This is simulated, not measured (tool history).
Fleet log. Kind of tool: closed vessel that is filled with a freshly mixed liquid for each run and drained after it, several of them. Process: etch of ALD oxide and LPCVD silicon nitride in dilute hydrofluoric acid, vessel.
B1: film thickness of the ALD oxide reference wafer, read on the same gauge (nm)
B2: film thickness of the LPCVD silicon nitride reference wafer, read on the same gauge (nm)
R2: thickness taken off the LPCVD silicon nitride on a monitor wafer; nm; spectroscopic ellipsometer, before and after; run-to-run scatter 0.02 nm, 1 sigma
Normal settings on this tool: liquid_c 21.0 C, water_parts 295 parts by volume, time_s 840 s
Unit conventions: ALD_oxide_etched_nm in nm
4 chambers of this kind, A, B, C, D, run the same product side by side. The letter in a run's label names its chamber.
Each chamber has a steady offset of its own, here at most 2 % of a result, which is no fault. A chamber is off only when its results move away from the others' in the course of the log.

{"run": "1C", "hour": 7.4, "liquid_c": 21.0, "water_parts": 295, "time_s": 840, "B1": 80.003, "B2": 119.99, "ALD_oxide_etched_nm": 39.762, "R2": 1.1295}
{"run": "2A", "hour": 14.2, "liquid_c": 21.0, "water_parts": 295, "time_s": 840, "B1": 79.991, "B2": 120.03, "ALD_oxide_etched_nm": 39.72, "R2": 1.145}
{"run": "3B", "hour": 20.8, "liquid_c": 21.0, "water_parts": 295, "time_s": 840, "B1": 80.008, "B2": 120.01, "ALD_oxide_etched_nm": 39.573, "R2": 1.1348}
{"run": "4D", "hour": 26.1, "liquid_c": 21.0, "water_parts": 295, "time_s": 840, "B1": 79.986, "B2": 119.97, "ALD_oxide_etched_nm": 40.082, "R2": 1.083}
{"run": "5D", "hour": 36.0, "liquid_c": 21.0, "water_parts": 295, "time_s": 840, "B1": 79.982, "B2": 119.99, "ALD_oxide_etched_nm": 40.228, "R2": 1.0818}
{"run": "6C", "hour": 44.1, "liquid_c": 21.0, "water_parts": 295, "time_s": 840, "B1": 79.993, "B2": 120.02, "ALD_oxide_etched_nm": 39.689, "R2": 1.1267}
{"run": "7A", "hour": 54.6, "liquid_c": 21.0, "water_parts": 295, "time_s": 840, "B1": 80.0, "B2": 119.98, "ALD_oxide_etched_nm": 39.394, "R2": 1.1103}
{"run": "8B", "hour": 61.6, "liquid_c": 21.0, "water_parts": 295, "time_s": 840, "B1": 80.02, "B2": 120.06, "ALD_oxide_etched_nm": 39.388, "R2": 1.1133}
{"run": "9D", "hour": 72.8, "liquid_c": 21.0, "water_parts": 295, "time_s": 840, "B1": 80.016, "B2": 119.96, "ALD_oxide_etched_nm": 39.465, "R2": 1.0695}
{"run": "10C", "hour": 84.0, "liquid_c": 21.0, "water_parts": 295, "time_s": 840, "B1": 80.003, "B2": 120.0, "ALD_oxide_etched_nm": 39.701, "R2": 1.0786}
{"run": "11A", "hour": 89.3, "liquid_c": 21.0, "water_parts": 350, "time_s": 840, "B1": 80.0, "B2": 119.97, "ALD_oxide_etched_nm": 31.776, "R2": 0.93056}
{"run": "12B", "hour": 99.9, "liquid_c": 21.0, "water_parts": 350, "time_s": 840, "B1": 79.996, "B2": 119.99, "ALD_oxide_etched_nm": 31.718, "R2": 0.95039}
{"run": "13C", "hour": 106.2, "liquid_c": 21.0, "water_parts": 350, "time_s": 840, "B1": 79.986, "B2": 119.98, "ALD_oxide_etched_nm": 31.825, "R2": 0.88853}
{"run": "14D", "hour": 113.5, "liquid_c": 21.0, "water_parts": 350, "time_s": 840, "B1": 79.996, "B2": 119.98, "ALD_oxide_etched_nm": 31.857, "R2": 0.91363}
{"run": "15B", "hour": 119.4, "liquid_c": 21.0, "water_parts": 295, "time_s": 840, "B1": 80.007, "B2": 119.99, "ALD_oxide_etched_nm": 39.343, "R2": 1.0937}
{"run": "16A", "hour": 125.8, "liquid_c": 21.0, "water_parts": 295, "time_s": 840, "B1": 80.021, "B2": 120.0, "ALD_oxide_etched_nm": 39.448, "R2": 1.0921}
{"run": "17B", "hour": 131.9, "liquid_c": 21.0, "water_parts": 295, "time_s": 840, "B1": 80.019, "B2": 120.03, "ALD_oxide_etched_nm": 39.132, "R2": 1.1047}
{"run": "18D", "hour": 137.4, "liquid_c": 21.0, "water_parts": 295, "time_s": 840, "B1": 79.992, "B2": 120.02, "ALD_oxide_etched_nm": 40.184, "R2": 1.0857}
{"run": "19C", "hour": 144.2, "liquid_c": 21.0, "water_parts": 295, "time_s": 840, "B1": 80.014, "B2": 119.99, "ALD_oxide_etched_nm": 39.432, "R2": 1.0976}
{"run": "20A", "hour": 153.9, "liquid_c": 21.0, "water_parts": 295, "time_s": 840, "B1": 79.996, "B2": 120.0, "ALD_oxide_etched_nm": 39.048, "R2": 1.1266}
{"run": "21B", "hour": 159.6, "liquid_c": 21.0, "water_parts": 295, "time_s": 840, "B1": 80.003, "B2": 120.01, "ALD_oxide_etched_nm": 39.374, "R2": 1.0896}
{"run": "22A", "hour": 170.3, "liquid_c": 21.0, "water_parts": 295, "time_s": 840, "B1": 80.014, "B2": 119.98, "ALD_oxide_etched_nm": 38.312, "R2": 1.0703}
{"run": "23C", "hour": 176.5, "liquid_c": 21.0, "water_parts": 295, "time_s": 840, "B1": 80.012, "B2": 120.0, "ALD_oxide_etched_nm": 39.28, "R2": 1.1007}
{"run": "24D", "hour": 181.5, "liquid_c": 21.0, "water_parts": 295, "time_s": 840, "B1": 80.019, "B2": 119.98, "ALD_oxide_etched_nm": 40.459, "R2": 1.0938}
{"run": "25B", "hour": 186.6, "liquid_c": 21.0, "water_parts": 295, "time_s": 840, "B1": 79.994, "B2": 119.99, "ALD_oxide_etched_nm": 39.584, "R2": 1.0949}
{"run": "26D", "hour": 191.9, "liquid_c": 21.0, "water_parts": 295, "time_s": 840, "B1": 80.008, "B2": 120.01, "ALD_oxide_etched_nm": 40.195, "R2": 1.0598}
{"run": "27C", "hour": 199.2, "liquid_c": 21.0, "water_parts": 295, "time_s": 840, "B1": 80.008, "B2": 120.01, "ALD_oxide_etched_nm": 39.687, "R2": 1.0791}
{"run": "28A", "hour": 208.2, "liquid_c": 21.0, "water_parts": 295, "time_s": 840, "B1": 79.994, "B2": 119.97, "ALD_oxide_etched_nm": 38.811, "R2": 1.1081}
{"run": "29C", "hour": 213.4, "liquid_c": 21.0, "water_parts": 400, "time_s": 680, "B1": 80.002, "B2": 120.03, "ALD_oxide_etched_nm": 21.539, "R2": 0.64889}
{"run": "30B", "hour": 218.7, "liquid_c": 21.0, "water_parts": 400, "time_s": 680, "B1": 79.999, "B2": 120.04, "ALD_oxide_etched_nm": 21.602, "R2": 0.66865}
{"run": "31D", "hour": 227.0, "liquid_c": 21.0, "water_parts": 400, "time_s": 680, "B1": 79.999, "B2": 120.06, "ALD_oxide_etched_nm": 21.302, "R2": 0.64916}
{"run": "32A", "hour": 235.9, "liquid_c": 21.0, "water_parts": 400, "time_s": 680, "B1": 79.983, "B2": 119.99, "ALD_oxide_etched_nm": 20.638, "R2": 0.64167}
{"run": "33B", "hour": 245.5, "liquid_c": 24.5, "water_parts": 385, "time_s": 840, "B1": 79.994, "B2": 119.98, "ALD_oxide_etched_nm": 31.51, "R2": 1.0749}
{"run": "34D", "hour": 252.1, "liquid_c": 24.5, "water_parts": 385, "time_s": 840, "B1": 79.998, "B2": 119.99, "ALD_oxide_etched_nm": 31.742, "R2": 1.0195}
{"run": "35C", "hour": 258.9, "liquid_c": 24.5, "water_parts": 385, "time_s": 840, "B1": 80.001, "B2": 120.01, "ALD_oxide_etched_nm": 31.245, "R2": 1.0428}
{"run": "36A", "hour": 267.6, "liquid_c": 24.5, "water_parts": 385, "time_s": 840, "B1": 79.997, "B2": 120.01, "ALD_oxide_etched_nm": 30.245, "R2": 1.0053}
{"run": "37C", "hour": 278.6, "liquid_c": 21.0, "water_parts": 295, "time_s": 840, "B1": 80.003, "B2": 120.04, "ALD_oxide_etched_nm": 39.263, "R2": 1.0827}
{"hour": 282.7, "done": "chamber D: thermometer replaced"}
{"run": "38B", "hour": 287.9, "liquid_c": 23.0, "water_parts": 295, "time_s": 640, "B1": 80.017, "B2": 120.01, "ALD_oxide_etched_nm": 31.891, "R2": 0.9424}
{"run": "39D", "hour": 293.8, "liquid_c": 23.0, "water_parts": 295, "time_s": 640, "B1": 79.998, "B2": 120.02, "ALD_oxide_etched_nm": 32.665, "R2": 0.92867}
{"run": "40A", "hour": 298.7, "liquid_c": 23.0, "water_parts": 295, "time_s": 640, "B1": 79.984, "B2": 120.02, "ALD_oxide_etched_nm": 31.114, "R2": 0.89806}
{"run": "41B", "hour": 304.9, "liquid_c": 23.0, "water_parts": 295, "time_s": 640, "B1": 79.984, "B2": 119.98, "ALD_oxide_etched_nm": 32.359, "R2": 0.96345}
{"run": "42A", "hour": 309.9, "liquid_c": 21.0, "water_parts": 295, "time_s": 840, "B1": 79.989, "B2": 119.98, "ALD_oxide_etched_nm": 37.72, "R2": 1.0389}

Next, all 4 chambers run the settings below, one line each with question marks for the results. What does each chamber give?
{"run": "43A", "hour": 318.0, "liquid_c": 21.0, "water_parts": 295, "time_s": 840, "ALD_oxide_etched_nm": "?", "R2": "?"}
{"run": "43B", "hour": 318.0, "liquid_c": 21.0, "water_parts": 295, "time_s": 840, "ALD_oxide_etched_nm": "?", "R2": "?"}
{"run": "43C", "hour": 318.0, "liquid_c": 21.0, "water_parts": 295, "time_s": 840, "ALD_oxide_etched_nm": "?", "R2": "?"}
{"run": "43D", "hour": 318.0, "liquid_c": 21.0, "water_parts": 295, "time_s": 840, "ALD_oxide_etched_nm": "?", "R2": "?"}

run=43A ALD_oxide_etched_nm=37.844 R2=1.07380
run=43B ALD_oxide_etched_nm=39.729 R2=1.10640
run=43C ALD_oxide_etched_nm=39.272 R2=1.13930
run=43D ALD_oxide_etched_nm=39.549 R2=1.10510

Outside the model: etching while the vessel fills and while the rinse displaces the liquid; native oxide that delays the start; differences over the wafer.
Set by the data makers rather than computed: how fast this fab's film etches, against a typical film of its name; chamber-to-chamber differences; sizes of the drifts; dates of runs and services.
